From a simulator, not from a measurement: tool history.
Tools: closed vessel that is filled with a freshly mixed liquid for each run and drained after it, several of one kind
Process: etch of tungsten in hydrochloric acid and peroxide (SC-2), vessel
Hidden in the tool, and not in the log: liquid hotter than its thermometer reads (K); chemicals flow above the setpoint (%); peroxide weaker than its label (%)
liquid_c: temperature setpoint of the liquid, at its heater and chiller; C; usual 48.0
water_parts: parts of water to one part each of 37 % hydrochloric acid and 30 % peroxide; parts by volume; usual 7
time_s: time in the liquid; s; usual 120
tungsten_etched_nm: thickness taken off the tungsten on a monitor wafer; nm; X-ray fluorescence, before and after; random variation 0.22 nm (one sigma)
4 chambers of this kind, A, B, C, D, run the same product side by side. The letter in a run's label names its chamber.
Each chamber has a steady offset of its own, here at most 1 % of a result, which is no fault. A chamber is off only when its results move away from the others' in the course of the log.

run	hour	liquid_c	water_parts	time_s	hours since the thermometer was replaced	hours since the chemicals flow meter was replaced	hours since the drum of peroxide was connected	read-back film thickness of the tungsten reference wafer, read on the same gauge (nm)	tungsten_etched_nm
1B	3.5	48.0	7	120	1701.9	874.6	750.0	120.03	23.769
2A	6.5	48.0	7	120	1315.6	24.5	533.8	120.00	23.992
3C	9.0	48.0	7	120	1482.9	223.6	672.1	119.99	23.772
4D	13.5	48.0	7	120	1388.5	105.5	865.9	120.00	24.267
5C	16.9	48.0	7	120	1490.8	231.5	680.0	119.98	23.837
6A	19.3	48.0	7	120	1328.4	37.3	546.6	120.01	24.233
7D	22.7	48.0	7	120	1397.7	114.7	875.1	120.02	24.149
8B	26.3	48.0	7	120	1724.7	897.4	772.8	119.98	24.057
9A	30.4	48.0	5	120	1339.5	48.4	557.7	120.00	31.196
10C	34.2	48.0	5	120	1508.1	248.8	697.3	120.03	30.528
11D	36.5	48.0	5	120	1411.5	128.5	888.9	119.98	30.869
12B	39.5	48.0	5	120	1737.9	910.6	786.0	119.99	30.858
13B	42.1	48.0	7	120	1740.5	913.2	788.6	119.95	24.096
14A	45.9	48.0	7	120	1355.0	63.9	573.2	119.99	23.913
15D	49.5	48.0	7	120	1424.5	141.5	901.9	119.98	24.070
16C	53.8	48.0	7	120	1527.7	268.4	716.9	119.98	24.032
17B	57.3	48.0	7	120	1755.7	928.4	803.8	120.00	23.873
18A	61.9	48.0	7	120	1371.0	79.9	589.2	120.00	24.482
19D	64.2	48.0	7	120	1439.2	156.2	916.6	120.01	23.996
20C	67.3	48.0	7	120	1541.2	281.9	730.4	120.00	23.909
21C	70.7	48.0	7	120	1544.6	285.3	733.8	120.03	23.773
22B	74.9	42.5	9	120	1773.3	946.0	821.4	120.00	13.542
23D	79.4	42.5	9	120	1454.4	171.4	931.8	120.02	13.398
24A	81.5	42.5	9	120	1390.6	99.5	608.8	120.02	14.016
25D	85.9	42.5	9	120	1460.9	177.9	938.3	119.99	13.254
26B	89.8	48.0	7	120	1788.2	960.9	836.3	119.99	24.091
27C	93.5	48.0	7	120	1567.4	308.1	756.6	120.00	23.993
28A	96.4	48.0	7	120	1405.5	114.4	623.7	119.99	24.602
29D	100.1	44.0	7	185	1475.1	192.1	952.5	120.01	28.176
30B	103.5	44.0	7	185	1801.9	974.6	850.0	119.99	28.383
31A	105.7	44.0	7	185	1414.8	123.7	633.0	120.00	30.036
32C	109.3	44.0	7	185	1583.2	323.9	772.4	119.96	28.104
33D	113.8	48.0	7	120	1488.8	205.8	966.2	120.00	24.165
34B	117.7	48.0	7	120	1816.1	988.8	864.2	119.98	23.885
35C	119.8	48.0	7	120	1593.7	334.4	782.9	120.02	23.890
36A	122.1	48.0	7	120	1431.2	140.1	649.4	120.03	25.557
37A	124.4	48.0	7	120	1433.5	142.4	651.7	120.00	25.747
38B	128.0	48.0	7	120	1826.4	999.1	874.5	119.99	23.542
39D	132.1	48.0	7	120	1507.1	224.1	984.5	120.00	24.278
40C	134.4	48.0	7	120	1608.3	349.0	797.5	119.99	23.600

Is one chamber off against the others, does the gauge drift, or is nothing wrong? If a chamber is off, say which, and what the likeliest cause is.

Chamber A drifts away from the others.
Cause: liquid hotter than its thermometer reads (K) = 1.13.
The log may not tell that from: chemicals flow above the setpoint (%).

Here are 4 candidates for chamber A's next run, each the usual settings with a change, their results left as question marks. Which one brings its results back in line with what the others give on the usual settings?
In line means no further than this from the other chambers' mean on the usual settings: tungsten_etched_nm 0.780 nm
41A-1	137.7	48.5	7	125					?
41A-2	137.7	47.0	7	120					?
41A-3	137.7	48.0	7	140					?
41A-4	137.7	48.0	7	105					?

The other chambers' mean on the usual settings: tungsten_etched_nm 24.018 nm
run	tungsten_etched_nm
41A-1	27.962
41A-2	24.288
41A-3	30.287
41A-4	22.715
41A-2 brings the chamber back in line.
